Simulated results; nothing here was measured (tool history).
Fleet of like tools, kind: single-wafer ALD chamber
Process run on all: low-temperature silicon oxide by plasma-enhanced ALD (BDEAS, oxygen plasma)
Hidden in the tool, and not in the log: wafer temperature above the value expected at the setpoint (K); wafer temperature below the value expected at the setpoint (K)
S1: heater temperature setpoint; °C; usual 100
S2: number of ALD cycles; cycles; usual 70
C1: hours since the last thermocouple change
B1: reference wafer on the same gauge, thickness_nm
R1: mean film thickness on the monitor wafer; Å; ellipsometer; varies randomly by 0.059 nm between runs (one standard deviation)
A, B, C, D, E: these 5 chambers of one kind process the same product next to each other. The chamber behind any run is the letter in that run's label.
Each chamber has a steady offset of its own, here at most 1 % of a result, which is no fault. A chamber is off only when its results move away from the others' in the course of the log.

{"run": "1C", "hour": 6.3, "S1": 100, "S2": 70, "C1": 777.8, "B1": 11.502, "R1": 100.46}
{"run": "2E", "hour": 9.9, "S1": 100, "S2": 70, "C1": 1008.9, "B1": 11.484, "R1": 99.987}
{"run": "3B", "hour": 14.5, "S1": 100, "S2": 70, "C1": 1310.9, "B1": 11.492, "R1": 99.857}
{"run": "4A", "hour": 20.4, "S1": 100, "S2": 70, "C1": 681.1, "B1": 11.491, "R1": 99.246}
{"run": "5D", "hour": 26.1, "S1": 100, "S2": 70, "C1": 981, "B1": 11.494, "R1": 100.05}
{"run": "6C", "hour": 30.2, "S1": 105, "S2": 61, "C1": 801.7, "B1": 11.512, "R1": 86.336}
{"run": "7E", "hour": 36.3, "S1": 105, "S2": 61, "C1": 1035.3, "B1": 11.499, "R1": 86.618}
{"run": "8A", "hour": 42.6, "S1": 105, "S2": 61, "C1": 703.3, "B1": 11.506, "R1": 86.834}
{"run": "9D", "hour": 48.2, "S1": 105, "S2": 61, "C1": 1003.1, "B1": 11.503, "R1": 86.174}
{"run": "10B", "hour": 54.8, "S1": 105, "S2": 61, "C1": 1351.2, "B1": 11.499, "R1": 85.87}
{"run": "11E", "hour": 61.3, "S1": 100, "S2": 70, "C1": 1060.3, "B1": 11.496, "R1": 100.74}
{"run": "12A", "hour": 66.8, "S1": 100, "S2": 70, "C1": 727.5, "B1": 11.491, "R1": 99.889}
{"run": "13C", "hour": 72.6, "S1": 106, "S2": 65, "C1": 844.1, "B1": 11.499, "R1": 91.65}
{"run": "14B", "hour": 78.2, "S1": 106, "S2": 65, "C1": 1374.6, "B1": 11.496, "R1": 91.272}
{"run": "15D", "hour": 82.5, "S1": 106, "S2": 65, "C1": 1037.4, "B1": 11.498, "R1": 91.593}
{"run": "16E", "hour": 89.0, "S1": 106, "S2": 65, "C1": 1088, "B1": 11.508, "R1": 92.277}
{"run": "17A", "hour": 94.2, "S1": 106, "S2": 65, "C1": 754.9, "B1": 11.496, "R1": 91.605}
{"run": "18C", "hour": 100.2, "S1": 100, "S2": 70, "C1": 871.7, "B1": 11.5, "R1": 99.481}
{"run": "19B", "hour": 103.5, "S1": 100, "S2": 70, "C1": 1399.9, "B1": 11.5, "R1": 100.54}
{"run": "20D", "hour": 107.5, "S1": 100, "S2": 70, "C1": 1062.4, "B1": 11.494, "R1": 99.646}
{"run": "21D", "hour": 111.9, "S1": 100, "S2": 70, "C1": 1066.8, "B1": 11.504, "R1": 98.864}
{"run": "22B", "hour": 115.0, "S1": 100, "S2": 70, "C1": 1411.4, "B1": 11.504, "R1": 99.684}
{"run": "23E", "hour": 122.1, "S1": 100, "S2": 70, "C1": 1121.1, "B1": 11.504, "R1": 99.985}
{"run": "24A", "hour": 128.8, "S1": 100, "S2": 70, "C1": 789.5, "B1": 11.496, "R1": 99.434}
{"run": "25C", "hour": 133.1, "S1": 100, "S2": 70, "C1": 904.6, "B1": 11.502, "R1": 100.22}
{"run": "26D", "hour": 139.9, "S1": 113, "S2": 66, "C1": 1094.8, "B1": 11.49, "R1": 92.234}
{"run": "27B", "hour": 145.7, "S1": 113, "S2": 66, "C1": 1442.1, "B1": 11.5, "R1": 92.622}
{"run": "28A", "hour": 150.1, "S1": 113, "S2": 66, "C1": 810.8, "B1": 11.512, "R1": 92.308}
{"run": "29C", "hour": 154.2, "S1": 113, "S2": 66, "C1": 925.7, "B1": 11.487, "R1": 91.65}
{"run": "30E", "hour": 157.9, "S1": 113, "S2": 66, "C1": 1156.9, "B1": 11.508, "R1": 92.874}
{"run": "31B", "hour": 164.9, "S1": 100, "S2": 70, "C1": 1461.3, "B1": 11.487, "R1": 100.96}
{"run": "32A", "hour": 169.6, "S1": 87, "S2": 70, "C1": 830.3, "B1": 11.492, "R1": 104.58}
{"run": "33D", "hour": 176.0, "S1": 87, "S2": 70, "C1": 1130.9, "B1": 11.499, "R1": 104.14}
{"run": "34C", "hour": 179.6, "S1": 87, "S2": 70, "C1": 951.1, "B1": 11.492, "R1": 104.52}
{"run": "35E", "hour": 182.9, "S1": 87, "S2": 70, "C1": 1181.9, "B1": 11.485, "R1": 103.37}
{"run": "36A", "hour": 189.4, "S1": 87, "S2": 70, "C1": 850.1, "B1": 11.481, "R1": 104.15}

Each of the 5 chambers runs these same settings next. Fill in every chamber's results:
{"run": "37A", "hour": 194.6, "S1": 100, "S2": 70, "R1": "?"}
{"run": "37B", "hour": 194.6, "S1": 100, "S2": 70, "R1": "?"}
{"run": "37C", "hour": 194.6, "S1": 100, "S2": 70, "R1": "?"}
{"run": "37D", "hour": 194.6, "S1": 100, "S2": 70, "R1": "?"}
{"run": "37E", "hour": 194.6, "S1": 100, "S2": 70, "R1": "?"}

run=37A R1=99.754
run=37B R1=100.03
run=37C R1=100.26
run=37D R1=99.896
run=37E R1=99.062

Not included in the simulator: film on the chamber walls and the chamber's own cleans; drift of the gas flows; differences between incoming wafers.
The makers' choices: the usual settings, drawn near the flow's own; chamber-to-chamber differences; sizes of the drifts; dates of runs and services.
